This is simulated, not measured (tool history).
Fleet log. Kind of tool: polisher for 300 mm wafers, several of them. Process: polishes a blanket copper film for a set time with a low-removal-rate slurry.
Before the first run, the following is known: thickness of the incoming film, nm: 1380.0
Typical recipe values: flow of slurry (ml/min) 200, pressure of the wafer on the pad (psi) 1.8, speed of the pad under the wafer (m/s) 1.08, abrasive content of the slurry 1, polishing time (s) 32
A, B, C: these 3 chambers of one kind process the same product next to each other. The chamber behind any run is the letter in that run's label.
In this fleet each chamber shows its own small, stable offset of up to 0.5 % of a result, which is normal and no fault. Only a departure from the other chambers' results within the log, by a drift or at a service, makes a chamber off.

run,hour,flow of slurry (ml/min),pressure of the wafer on the pad (psi),speed of the pad under the wafer (m/s),abrasive content of the slurry,polishing time (s),film removed (Å)
1B,6.7,200,1.8,1.08,1,32,622.90
2A,13.6,200,1.8,1.08,1,32,615.21
3C,23.4,200,1.8,1.08,1,32,611.42
4A,29.8,200,1.8,1.08,1,32,619.78
# hour 31.7: chamber A: worn pad replaced by a new one
5B,38.3,200,1.8,1.08,1,32,615.91
6C,45.6,200,1.8,1.08,1,32,615.95
# hour 46.4: chamber B: head pressure recalibrated
# hour 49.9: chamber B: worn pad replaced by a new one
7A,53.9,200,1.8,1.08,1,32,619.15
8C,63.5,200,1.8,1.08,1,32,614.29
# hour 70.7: chamber A: head pressure recalibrated
9B,72.1,200,1.8,1.08,1,32,614.75
# hour 75.9: chamber A: worn pad replaced by a new one
# hour 76.9: chamber C: worn pad replaced by a new one
10B,81.2,255,1.8,1.44,1,32,840.65
# hour 82.6: chamber C: slurry blender recalibrated
11A,87.9,255,1.8,1.44,1,32,823.88
12C,94.6,255,1.8,1.44,1,32,841.96
13C,104.5,200,1.8,1.08,1,32,624.45
14B,112.5,200,1.8,1.08,1,32,619.70
15A,119.4,200,1.8,1.08,1,32,601.26
16C,124.0,200,1.8,1.08,1,32,617.09
# hour 125.6: chamber A: worn pad replaced by a new one
17B,129.8,200,1.8,1.22,1,32,708.00
18A,135.1,200,1.8,1.22,1,32,674.27
# hour 144.6: chamber A: slurry blender recalibrated
19C,145.4,200,1.8,1.22,1,32,701.66
# hour 147.2: chamber B: worn pad replaced by a new one
# hour 150.6: chamber C: worn pad replaced by a new one
20B,154.8,200,1.8,1.08,1,32,620.14
21A,160.0,200,1.8,1.08,1,32,596.69
22C,169.2,200,1.8,1.08,1,32,617.04
# hour 175.6: chamber A: worn pad replaced by a new one
23A,177.9,200,1.8,1.08,1,32,596.45
24B,186.3,250,1.8,0.78,1,32,456.83
25B,191.1,250,1.8,0.78,1,32,460.89
26A,198.3,250,1.8,0.78,1,32,439.21
27C,208.8,200,1.8,1.08,1,32,622.51
28A,214.8,200,1.8,1.08,1,32,591.28
29C,223.1,200,1.8,1.08,1,32,615.15

Is one chamber out of step, is the gauge drifting, or do the chambers differ by no more than their own small offsets? For an off chamber, give its letter and the likeliest cause.

A service left chamber A off against the others.
Most likely cause: head's pressure below its setpoint, % = 3.56.

Below are 4 candidate recipes for chamber A's next run, each the usual settings with a change, their results shown as question marks. Which of them brings A's results back in line with what the other chambers give on the usual settings?
In-line tolerance around the mean of the other chambers on the usual settings: film removed (Å) 14.00
30A-1,230.7,200,1.9,1.08,1.00,33,?
30A-2,230.7,200,1.8,1.04,1.00,31,?
30A-3,230.7,200,1.8,1.08,0.85,32,?
30A-4,230.7,200,1.8,1.08,1.00,33,?

Other chambers, usual settings, mean: film removed (Å) 617.97
run,film removed (Å)
30A-1,648.30
30A-2,555.64
30A-3,575.74
30A-4,614.59
It is 30A-4 that realigns the chamber with its peers.

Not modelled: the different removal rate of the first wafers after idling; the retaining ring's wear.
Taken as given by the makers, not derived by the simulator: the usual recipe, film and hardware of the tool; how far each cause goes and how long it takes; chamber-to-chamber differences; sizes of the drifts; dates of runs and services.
